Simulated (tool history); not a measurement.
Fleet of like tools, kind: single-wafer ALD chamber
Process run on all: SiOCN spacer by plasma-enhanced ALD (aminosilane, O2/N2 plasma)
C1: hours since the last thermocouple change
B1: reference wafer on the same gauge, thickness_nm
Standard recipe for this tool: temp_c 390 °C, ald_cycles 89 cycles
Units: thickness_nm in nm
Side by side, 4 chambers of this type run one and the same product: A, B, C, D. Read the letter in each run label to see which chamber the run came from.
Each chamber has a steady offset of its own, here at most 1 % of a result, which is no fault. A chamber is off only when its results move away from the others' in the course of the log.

At day 0.158: chamber B: thermocouple changed; heater temperature recalibrated.
Run 1D, day 0.179: usual settings; C1 552.8; B1 4.3917. Result: thickness_nm 5.3176 nm.
At day 0.425: chamber C: thermocouple changed; heater temperature recalibrated.
Run 2B, day 0.508: usual settings; C1 8.5; B1 4.3882. Result: thickness_nm 5.3544 nm.
Run 3A, day 0.771: usual settings; C1 184.7; B1 4.3856. Result: thickness_nm 5.338 nm.
Run 4C, day 0.942: usual settings; C1 12.4; B1 4.3945. Result: thickness_nm 5.3586 nm.
Run 5D, day 1.225: usual settings; C1 577.9; B1 4.3911. Result: thickness_nm 5.3314 nm.
Run 6A, day 1.479: usual settings; C1 201.7; B1 4.3904. Result: thickness_nm 5.3838 nm.
Run 7C, day 1.738: usual settings; C1 31.5; B1 4.3851. Result: thickness_nm 5.3195 nm.
Run 8B, day 1.917: usual settings; C1 42.3; B1 4.3883. Result: thickness_nm 5.3573 nm.
Run 9D, day 2.129: usual settings; C1 599.6; B1 4.3888. Result: thickness_nm 5.357 nm.
Run 10C, day 2.317: usual settings but temp_c 404 °C; C1 45.4; B1 4.3932. Result: thickness_nm 5.2633 nm.
Run 11B, day 2.562: usual settings but temp_c 404 °C; C1 57.8; B1 4.3877. Result: thickness_nm 5.2999 nm.
Run 12A, day 2.754: usual settings but temp_c 404 °C; C1 232.3; B1 4.3889. Result: thickness_nm 5.3255 nm.
Run 13A, day 3: usual settings but temp_c 404 °C; C1 238.2; B1 4.3888. Result: thickness_nm 5.2657 nm.
Run 14B, day 3.196: usual settings; C1 73; B1 4.3889. Result: thickness_nm 5.3715 nm.
Run 15C, day 3.492: usual settings; C1 73.6; B1 4.3928. Result: thickness_nm 5.3167 nm.
Run 16D, day 3.7: usual settings; C1 637.3; B1 4.3912. Result: thickness_nm 5.342 nm.
Run 17C, day 3.896: usual settings; C1 83.3; B1 4.3871. Result: thickness_nm 5.3051 nm.
Run 18D, day 4.238: usual settings but temp_c 381 °C, ald_cycles 74 cycles; C1 650.2; B1 4.3962. Result: thickness_nm 4.4297 nm.
Run 19B, day 4.421: usual settings but temp_c 381 °C, ald_cycles 74 cycles; C1 102.4; B1 4.39. Result: thickness_nm 4.4817 nm.
Run 20A, day 4.6: usual settings but temp_c 381 °C, ald_cycles 74 cycles; C1 276.6; B1 4.3907. Result: thickness_nm 4.4693 nm.
Run 21C, day 4.888: usual settings but temp_c 381 °C, ald_cycles 74 cycles; C1 107.1; B1 4.3933. Result: thickness_nm 4.426 nm.
Run 22D, day 5.096: usual settings but temp_c 378 °C, ald_cycles 95 cycles; C1 670.8; B1 4.3879. Result: thickness_nm 5.7182 nm.
Run 23A, day 5.262: usual settings but temp_c 378 °C, ald_cycles 95 cycles; C1 292.5; B1 4.3931. Result: thickness_nm 5.7465 nm.
Run 24B, day 5.433: usual settings but temp_c 378 °C, ald_cycles 95 cycles; C1 126.7; B1 4.3854. Result: thickness_nm 5.7323 nm.
Run 25A, day 5.592: usual settings but temp_c 378 °C, ald_cycles 95 cycles; C1 300.4; B1 4.3852. Result: thickness_nm 5.7245 nm.
Run 26C, day 5.833: usual settings; C1 129.8; B1 4.3898. Result: thickness_nm 5.3442 nm.
Run 27B, day 6.146: usual settings; C1 143.8; B1 4.3894. Result: thickness_nm 5.3328 nm.
Run 28D, day 6.404: usual settings; C1 702.2; B1 4.3866. Result: thickness_nm 5.3696 nm.
Run 29B, day 6.612: usual settings; C1 155; B1 4.392. Result: thickness_nm 5.3896 nm.
Run 30A, day 6.883: usual settings but temp_c 395 °C, ald_cycles 76 cycles; C1 331.4; B1 4.3926. Result: thickness_nm 4.6182 nm.
Run 31D, day 7.133: usual settings but temp_c 395 °C, ald_cycles 76 cycles; C1 719.7; B1 4.3917. Result: thickness_nm 4.5768 nm.
Run 32C, day 7.408: usual settings but temp_c 395 °C, ald_cycles 76 cycles; C1 167.6; B1 4.3861. Result: thickness_nm 4.5301 nm.
Run 33A, day 7.604: usual settings but temp_c 395 °C, ald_cycles 76 cycles; C1 348.7; B1 4.3863. Result: thickness_nm 4.5815 nm.
Run 34C, day 7.825: usual settings; C1 177.6; B1 4.3897. Result: thickness_nm 5.3276 nm.
Run 35D, day 8.004: usual settings; C1 740.6; B1 4.3937. Result: thickness_nm 5.3821 nm.
Run 36B, day 8.354: usual settings; C1 196.8; B1 4.3876. Result: thickness_nm 5.4092 nm.
Run 37A, day 8.55: usual settings; C1 371.4; B1 4.3886. Result: thickness_nm 5.3866 nm.
Run 38D, day 8.733: usual settings; C1 758.1; B1 4.3959. Result: thickness_nm 5.36 nm.
Run 39B, day 9.038: usual settings but ald_cycles 81 cycles; C1 213.2; B1 4.3885. Result: thickness_nm 4.9054 nm.

Next, all 4 chambers run the settings below, one line each with question marks for the results. What does each chamber give?
Run 40A, day 9.292: usual settings but temp_c 402 °C. Result: thickness_nm ?.
Run 40B, day 9.292: usual settings but temp_c 402 °C. Result: thickness_nm ?.
Run 40C, day 9.292: usual settings but temp_c 402 °C. Result: thickness_nm ?.
Run 40D, day 9.292: usual settings but temp_c 402 °C. Result: thickness_nm ?.

run  thickness_nm
40A        5.3255
40B        5.3544
40C         5.299
40D        5.3568

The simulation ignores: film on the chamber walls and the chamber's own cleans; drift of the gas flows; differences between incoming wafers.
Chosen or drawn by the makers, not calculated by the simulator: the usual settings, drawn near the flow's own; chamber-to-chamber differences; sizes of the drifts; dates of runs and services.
